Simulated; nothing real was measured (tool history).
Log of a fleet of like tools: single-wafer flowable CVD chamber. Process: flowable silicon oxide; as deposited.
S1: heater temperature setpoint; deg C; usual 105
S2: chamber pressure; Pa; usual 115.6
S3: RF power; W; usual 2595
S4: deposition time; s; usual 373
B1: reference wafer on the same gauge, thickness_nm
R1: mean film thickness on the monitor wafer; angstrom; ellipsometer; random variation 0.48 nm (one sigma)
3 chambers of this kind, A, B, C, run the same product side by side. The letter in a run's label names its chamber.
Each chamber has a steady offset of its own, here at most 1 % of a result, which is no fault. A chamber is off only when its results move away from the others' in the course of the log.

run,day,S1,S2,S3,S4,B1,R1
1A,0.288,105,115.6,2595,373,213.08,2227.2
2B,0.579,105,115.6,2595,373,213.02,2209.1
3C,0.954,105,115.6,2595,373,213.13,2232.5
4A,1.242,105,115.6,2595,373,212.96,2223.5
5C,1.492,105,115.6,2595,373,213.08,2228.0
6B,1.729,105,115.6,3085,373,213.01,2254.1
# day 1.788: chamber C: capacitance manometer re-zeroed and calibrated
7B,1.996,105,115.6,3085,373,213.00,2239.1
8A,2.333,105,115.6,3085,373,212.98,2263.9
9C,2.558,105,115.6,2595,373,213.02,2231.3
10A,2.875,105,115.6,2595,373,213.01,2222.6
11B,3.246,105,115.6,2595,373,212.90,2212.9
12C,3.508,93,115.6,2750,373,213.06,3338.2
13A,3.867,93,115.6,2750,373,213.04,3352.2
14C,4.108,93,115.6,2750,373,213.01,3343.5
15B,4.296,105,115.6,2595,373,213.13,2208.3
16A,4.671,105,115.6,2595,373,213.01,2221.7
17C,5.042,105,115.6,2595,373,213.00,2235.6
18B,5.221,105,115.6,2595,373,213.12,2207.4
19A,5.538,105,115.6,2595,373,213.01,2222.6
20B,5.904,105,115.6,2595,373,213.09,2196.9
21C,6.233,95,115.6,2595,373,213.04,3126.5
22B,6.504,95,115.6,2595,373,213.05,3084.3
23C,6.750,95,115.6,2595,373,213.06,3136.1
# day 6.854: chamber A: thermocouple changed; heater temperature recalibrated
24A,6.958,105,115.6,2595,373,212.97,2221.6
25A,7.225,105,115.6,2595,373,212.98,2218.4
26B,7.600,105,115.6,2595,373,212.99,2205.0
27C,7.954,105,115.6,2595,373,213.02,2265.8
28C,8.142,105,133.9,2375,373,213.11,2675.6
29A,8.512,105,133.9,2375,373,213.01,2648.8
30B,8.742,105,133.9,2375,373,212.98,2602.1
31A,9.042,98,115.6,2595,314,213.07,2362.3
32C,9.292,98,115.6,2595,314,213.09,2413.2
33B,9.462,98,115.6,2595,314,213.09,2351.2
34C,9.833,105,115.6,2595,373,212.96,2287.0
35A,10.196,105,115.6,2595,373,212.92,2225.7
36B,10.425,105,115.6,2595,373,213.11,2202.3

Next, every chamber runs the same settings. What will each give?
37A,10.700,105,115.6,2595,373,,?
37B,10.700,105,115.6,2595,373,,?
37C,10.700,105,115.6,2595,373,,?

run,R1
37A,2221.6
37B,2206.9
37C,2287.6

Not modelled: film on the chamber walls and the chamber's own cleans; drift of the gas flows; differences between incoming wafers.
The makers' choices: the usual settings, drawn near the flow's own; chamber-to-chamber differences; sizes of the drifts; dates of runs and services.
